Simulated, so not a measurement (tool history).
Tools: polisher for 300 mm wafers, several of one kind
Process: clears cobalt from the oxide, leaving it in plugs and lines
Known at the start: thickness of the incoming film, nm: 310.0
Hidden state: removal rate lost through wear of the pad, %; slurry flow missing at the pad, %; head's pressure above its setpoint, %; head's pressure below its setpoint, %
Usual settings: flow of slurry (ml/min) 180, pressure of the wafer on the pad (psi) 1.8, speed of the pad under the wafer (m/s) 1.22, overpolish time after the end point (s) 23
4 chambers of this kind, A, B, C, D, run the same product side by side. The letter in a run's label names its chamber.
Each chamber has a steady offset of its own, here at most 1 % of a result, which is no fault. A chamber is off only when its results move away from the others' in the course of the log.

run	hour	flow of slurry (ml/min)	pressure of the wafer on the pad (psi)	speed of the pad under the wafer (m/s)	overpolish time after the end point (s)	wafers polished on this pad	hours since the slurry nozzle was cleaned	hours since the head pressure was calibrated	time until the end point was called (s)	dishing of a wide line in a test structure (nm)
# hour 6.8: chamber C: head pressure recalibrated
# hour 9.5: chamber C: worn pad replaced by a new one
1A	9.5	180	1.8	1.22	23	240	313.9	157.1	46.853	64.437
# hour 9.7: chamber D: worn pad replaced by a new one
2C	19.9	180	1.8	1.22	23	142	42.2	13.1	47.568	64.142
3B	28.3	180	1.8	1.22	23	507	198.8	1275.9	46.949	65.370
4D	36.6	180	1.8	1.22	23	369	41.9	279.7	47.287	65.377
5D	45.2	180	1.8	1.22	23	486	50.5	288.3	48.072	64.871
6B	55.8	180	1.8	1.22	23	883	226.3	1303.4	47.063	65.355
# hour 56.4: chamber B: worn pad replaced by a new one
7A	64.3	180	1.8	1.22	23	989	368.7	211.9	46.719	62.876
# hour 71.6: chamber A: worn pad replaced by a new one
8C	72.6	180	1.8	1.22	23	863	94.9	65.8	47.158	63.980
9B	83.5	180	1.8	1.22	23	371	254.0	1331.1	47.502	65.244
# hour 87.2: chamber C: worn pad replaced by a new one
10A	90.5	180	1.8	1.22	23	258	394.9	238.1	47.382	63.847
# hour 94.4: chamber D: worn pad replaced by a new one
11D	100.0	180	1.8	1.22	35	77	105.3	343.1	48.665	71.653
12C	110.7	180	1.8	1.22	35	322	133.0	103.9	47.447	70.801
13A	119.3	180	1.8	1.22	35	652	423.7	266.9	45.877	71.956
14B	130.6	180	1.8	1.22	35	1015	301.1	1378.2	48.287	71.501
# hour 132.9: chamber B: worn pad replaced by a new one
15C	137.2	180	2.3	1.22	23	684	159.5	130.4	37.527	68.523
16D	148.9	180	2.3	1.22	23	746	154.2	392.0	37.860	70.278
# hour 157.0: chamber A: worn pad replaced by a new one
17D	160.6	180	2.3	1.22	23	906	165.9	403.7	37.937	68.799
# hour 168.2: chamber C: worn pad replaced by a new one
18A	168.6	180	2.3	1.22	23	158	473.0	316.2	37.243	69.783
19C	175.7	180	1.8	1.22	23	102	198.0	168.9	48.391	63.908
20B	182.3	180	1.8	1.22	23	675	352.8	1429.9	47.641	64.899
21D	190.3	210	1.8	1.22	23	1312	195.6	433.4	47.209	65.982
22A	199.7	210	1.8	1.22	23	584	504.1	347.3	45.382	65.656
# hour 203.9: chamber D: worn pad replaced by a new one
23C	210.4	210	1.8	1.22	23	577	232.7	203.6	46.150	65.506
24B	218.8	210	1.8	1.22	23	1174	389.3	1466.4	46.777	65.579
# hour 220.5: chamber B: worn pad replaced by a new one
25D	223.9	180	1.4	1.22	23	274	229.2	467.0	62.056	59.419
26B	234.2	180	1.4	1.22	23	187	404.7	1481.8	61.359	58.034
# hour 235.1: chamber A: slurry nozzle cleaned
# hour 237.2: chamber D: head pressure recalibrated
# hour 239.1: chamber D: slurry nozzle cleaned
# hour 241.1: chamber A: worn pad replaced by a new one
27A	242.3	180	1.4	1.22	23	17	7.3	389.9	61.322	58.727
# hour 245.8: chamber C: worn pad replaced by a new one
28C	253.6	180	1.4	1.22	23	107	275.9	246.8	60.991	57.293
29D	260.5	180	1.8	1.60	23	774	21.4	23.3	33.218	70.573
# hour 266.8: chamber A: head pressure recalibrated
30C	270.5	180	1.8	1.60	23	338	292.8	263.7	36.343	68.552
31B	279.1	180	1.8	1.60	23	801	449.6	1526.7	36.188	69.613
32A	286.5	180	1.8	1.60	23	621	51.5	19.7	36.006	69.166
33B	293.4	180	1.8	1.22	23	997	463.9	1541.0	47.482	65.248
# hour 297.1: chamber D: worn pad replaced by a new one
34D	301.5	180	1.8	1.22	23	61	62.4	64.3	43.693	67.063
# hour 304.0: chamber B: worn pad replaced by a new one
# hour 305.4: chamber C: slurry nozzle cleaned
35C	310.2	180	1.8	1.22	23	881	4.8	303.4	47.282	62.526
36A	317.6	180	1.8	1.22	23	1047	82.6	50.8	47.783	65.681
37B	323.4	180	1.8	1.22	23	266	493.9	1571.0	47.158	64.101
# hour 323.7: chamber A: worn pad replaced by a new one
38D	332.4	180	1.8	1.50	23	484	93.3	95.2	35.322	69.211
# hour 338.4: chamber B: slurry nozzle cleaned
39C	340.9	180	1.8	1.50	23	1301	35.5	334.1	38.586	67.852
# hour 342.2: chamber C: worn pad replaced by a new one
40A	349.2	180	1.8	1.50	23	349	114.2	82.4	38.681	68.096
41B	359.7	180	1.8	1.50	23	763	21.3	1607.3	38.505	69.732
42A	367.5	180	1.8	1.22	23	599	132.5	100.7	46.900	64.061
43D	372.7	180	1.8	1.22	23	1035	133.6	135.5	44.027	67.705
44C	381.4	135	1.4	1.22	23	536	76.0	374.6	64.366	57.694

Next, every chamber runs the same settings. What will each give?
45A	389.8	135	1.8	1.22	23				?	?
45B	389.8	135	1.8	1.22	23				?	?
45C	389.8	135	1.8	1.22	23				?	?
45D	389.8	135	1.8	1.22	23				?	?

run	time until the end point was called (s)	dishing of a wide line in a test structure (nm)
45A	49.897	62.588
45B	50.038	63.004
45C	49.652	62.924
45D	45.824	65.876
